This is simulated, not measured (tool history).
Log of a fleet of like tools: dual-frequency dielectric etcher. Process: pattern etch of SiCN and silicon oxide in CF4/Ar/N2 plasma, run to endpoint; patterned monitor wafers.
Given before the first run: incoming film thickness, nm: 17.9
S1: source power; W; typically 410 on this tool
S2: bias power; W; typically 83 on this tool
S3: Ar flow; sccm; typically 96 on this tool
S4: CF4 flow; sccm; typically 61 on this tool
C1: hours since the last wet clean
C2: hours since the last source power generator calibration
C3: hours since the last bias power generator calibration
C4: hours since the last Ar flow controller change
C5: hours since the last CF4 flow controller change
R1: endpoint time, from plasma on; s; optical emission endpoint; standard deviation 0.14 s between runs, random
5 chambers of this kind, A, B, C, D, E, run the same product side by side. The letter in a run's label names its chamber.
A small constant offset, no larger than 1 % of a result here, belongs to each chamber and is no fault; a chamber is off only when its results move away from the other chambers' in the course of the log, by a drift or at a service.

{"run": "1D", "hour": 8.2, "S1": 410, "S2": 83, "S3": 96, "S4": 61, "C1": 369.5, "C2": 1147.4, "C3": 2135.4, "C4": 1800.7, "C5": 5161.2, "R1": 22.086}
{"run": "2B", "hour": 18.5, "S1": 410, "S2": 83, "S3": 96, "S4": 61, "C1": 256, "C2": 656.1, "C3": 3501.7, "C4": 1821.5, "C5": 573.6, "R1": 21.964}
{"run": "3E", "hour": 28.7, "S1": 410, "S2": 83, "S3": 96, "S4": 61, "C1": 83.8, "C2": 1058, "C3": 988.9, "C4": 846.2, "C5": 1729.1, "R1": 21.664}
{"run": "4A", "hour": 33.5, "S1": 410, "S2": 83, "S3": 96, "S4": 61, "C1": 310.6, "C2": 1868.6, "C3": 3695.6, "C4": 211.6, "C5": 1660.3, "R1": 21.672}
{"run": "5C", "hour": 41.7, "S1": 410, "S2": 83, "S3": 96, "S4": 61, "C1": 475.9, "C2": 934, "C3": 1208.7, "C4": 1064.6, "C5": 3780.3, "R1": 21.795}
{"run": "6B", "hour": 48.5, "S1": 330, "S2": 83, "S3": 96, "S4": 76, "C1": 286, "C2": 686.1, "C3": 3531.7, "C4": 1851.5, "C5": 603.6, "R1": 25.493}
{"hour": 49.9, "done": "chamber D: wet clean of the chamber"}
{"run": "7D", "hour": 54.1, "S1": 330, "S2": 83, "S3": 96, "S4": 76, "C1": 4.2, "C2": 1193.3, "C3": 2181.3, "C4": 1846.6, "C5": 5207.1, "R1": 25.74}
{"run": "8E", "hour": 62.7, "S1": 330, "S2": 83, "S3": 96, "S4": 76, "C1": 117.8, "C2": 1092, "C3": 1022.9, "C4": 880.2, "C5": 1763.1, "R1": 25.468}
{"run": "9A", "hour": 71.6, "S1": 330, "S2": 83, "S3": 96, "S4": 76, "C1": 348.7, "C2": 1906.7, "C3": 3733.7, "C4": 249.7, "C5": 1698.4, "R1": 25.861}
{"run": "10C", "hour": 79.7, "S1": 330, "S2": 83, "S3": 96, "S4": 76, "C1": 513.9, "C2": 972, "C3": 1246.7, "C4": 1102.6, "C5": 3818.3, "R1": 25.617}
{"run": "11A", "hour": 87.7, "S1": 410, "S2": 83, "S3": 96, "S4": 61, "C1": 364.8, "C2": 1922.8, "C3": 3749.8, "C4": 265.8, "C5": 1714.5, "R1": 21.581}
{"hour": 92.8, "done": "chamber B: wet clean of the chamber"}
{"run": "12D", "hour": 94.8, "S1": 410, "S2": 83, "S3": 96, "S4": 61, "C1": 44.9, "C2": 1234, "C3": 2222, "C4": 1887.3, "C5": 5247.8, "R1": 21.81}
{"run": "13C", "hour": 99.8, "S1": 410, "S2": 83, "S3": 96, "S4": 61, "C1": 534, "C2": 992.1, "C3": 1266.8, "C4": 1122.7, "C5": 3838.4, "R1": 21.933}
{"hour": 102.3, "done": "chamber C: CF4 flow controller replaced"}
{"run": "14B", "hour": 105.2, "S1": 410, "S2": 83, "S3": 96, "S4": 61, "C1": 12.4, "C2": 742.8, "C3": 3588.4, "C4": 1908.2, "C5": 660.3, "R1": 21.782}
{"run": "15E", "hour": 113.0, "S1": 320, "S2": 83, "S3": 113, "S4": 61, "C1": 168.1, "C2": 1142.3, "C3": 1073.2, "C4": 930.5, "C5": 1813.4, "R1": 27.736}
{"hour": 118.6, "done": "chamber C: wet clean of the chamber"}
{"run": "16D", "hour": 122.6, "S1": 320, "S2": 83, "S3": 113, "S4": 61, "C1": 72.7, "C2": 1261.8, "C3": 2249.8, "C4": 1915.1, "C5": 5275.6, "R1": 27.679}
{"run": "17C", "hour": 132.4, "S1": 320, "S2": 83, "S3": 113, "S4": 61, "C1": 13.8, "C2": 1024.7, "C3": 1299.4, "C4": 1155.3, "C5": 30.1, "R1": 28.268}
{"run": "18A", "hour": 137.5, "S1": 320, "S2": 83, "S3": 113, "S4": 61, "C1": 414.6, "C2": 1972.6, "C3": 3799.6, "C4": 315.6, "C5": 1764.3, "R1": 28.168}
{"run": "19E", "hour": 145.4, "S1": 320, "S2": 83, "S3": 113, "S4": 61, "C1": 200.5, "C2": 1174.7, "C3": 1105.6, "C4": 962.9, "C5": 1845.8, "R1": 28.017}
{"run": "20B", "hour": 151.1, "S1": 410, "S2": 83, "S3": 96, "S4": 61, "C1": 58.3, "C2": 788.7, "C3": 3634.3, "C4": 1954.1, "C5": 706.2, "R1": 21.85}
{"run": "21E", "hour": 156.0, "S1": 380, "S2": 83, "S3": 75, "S4": 61, "C1": 211.1, "C2": 1185.3, "C3": 1116.2, "C4": 973.5, "C5": 1856.4, "R1": 22.4}
{"run": "22D", "hour": 163.3, "S1": 380, "S2": 83, "S3": 75, "S4": 61, "C1": 113.4, "C2": 1302.5, "C3": 2290.5, "C4": 1955.8, "C5": 5316.3, "R1": 22.801}
{"run": "23B", "hour": 170.9, "S1": 380, "S2": 83, "S3": 75, "S4": 61, "C1": 78.1, "C2": 808.5, "C3": 3654.1, "C4": 1973.9, "C5": 726, "R1": 22.781}
{"run": "24A", "hour": 179.1, "S1": 380, "S2": 83, "S3": 75, "S4": 61, "C1": 456.2, "C2": 2014.2, "C3": 3841.2, "C4": 357.2, "C5": 1805.9, "R1": 22.739}
{"run": "25C", "hour": 189.5, "S1": 380, "S2": 83, "S3": 75, "S4": 61, "C1": 70.9, "C2": 1081.8, "C3": 1356.5, "C4": 1212.4, "C5": 87.2, "R1": 22.488}
{"hour": 198.5, "done": "chamber A: CF4 flow controller replaced"}
{"run": "26A", "hour": 198.9, "S1": 410, "S2": 83, "S3": 96, "S4": 61, "C1": 476, "C2": 2034, "C3": 3861, "C4": 377, "C5": 0.4, "R1": 21.922}
{"run": "27D", "hour": 208.4, "S1": 410, "S2": 96, "S3": 96, "S4": 61, "C1": 158.5, "C2": 1347.6, "C3": 2335.6, "C4": 2000.9, "C5": 5361.4, "R1": 20.744}
{"run": "28E", "hour": 216.4, "S1": 410, "S2": 96, "S3": 96, "S4": 61, "C1": 271.5, "C2": 1245.7, "C3": 1176.6, "C4": 1033.9, "C5": 1916.8, "R1": 20.541}
{"run": "29C", "hour": 223.8, "S1": 410, "S2": 96, "S3": 96, "S4": 61, "C1": 105.2, "C2": 1116.1, "C3": 1390.8, "C4": 1246.7, "C5": 121.5, "R1": 20.72}
{"run": "30B", "hour": 230.3, "S1": 410, "S2": 96, "S3": 96, "S4": 61, "C1": 137.5, "C2": 867.9, "C3": 3713.5, "C4": 2033.3, "C5": 785.4, "R1": 20.836}
{"hour": 232.6, "done": "chamber A: wet clean of the chamber"}
{"run": "31C", "hour": 237.1, "S1": 410, "S2": 96, "S3": 96, "S4": 61, "C1": 118.5, "C2": 1129.4, "C3": 1404.1, "C4": 1260, "C5": 134.8, "R1": 20.981}
{"run": "32D", "hour": 242.3, "S1": 410, "S2": 83, "S3": 96, "S4": 61, "C1": 192.4, "C2": 1381.5, "C3": 2369.5, "C4": 2034.8, "C5": 5395.3, "R1": 21.919}
{"run": "33A", "hour": 248.3, "S1": 340, "S2": 83, "S3": 104, "S4": 61, "C1": 15.8, "C2": 2083.4, "C3": 3910.4, "C4": 426.4, "C5": 49.8, "R1": 26.118}
{"run": "34B", "hour": 255.0, "S1": 340, "S2": 83, "S3": 104, "S4": 61, "C1": 162.2, "C2": 892.6, "C3": 3738.2, "C4": 2058, "C5": 810.1, "R1": 26.116}

Next, all 5 chambers run the settings below, one line each with question marks for the results. What does each chamber give?
{"run": "35A", "hour": 262.5, "S1": 410, "S2": 83, "S3": 96, "S4": 61, "R1": "?"}
{"run": "35B", "hour": 262.5, "S1": 410, "S2": 83, "S3": 96, "S4": 61, "R1": "?"}
{"run": "35C", "hour": 262.5, "S1": 410, "S2": 83, "S3": 96, "S4": 61, "R1": "?"}
{"run": "35D", "hour": 262.5, "S1": 410, "S2": 83, "S3": 96, "S4": 61, "R1": "?"}
{"run": "35E", "hour": 262.5, "S1": 410, "S2": 83, "S3": 96, "S4": 61, "R1": "?"}

run=35A R1=21.833
run=35B R1=21.759
run=35C R1=21.615
run=35D R1=22.06
run=35E R1=21.636

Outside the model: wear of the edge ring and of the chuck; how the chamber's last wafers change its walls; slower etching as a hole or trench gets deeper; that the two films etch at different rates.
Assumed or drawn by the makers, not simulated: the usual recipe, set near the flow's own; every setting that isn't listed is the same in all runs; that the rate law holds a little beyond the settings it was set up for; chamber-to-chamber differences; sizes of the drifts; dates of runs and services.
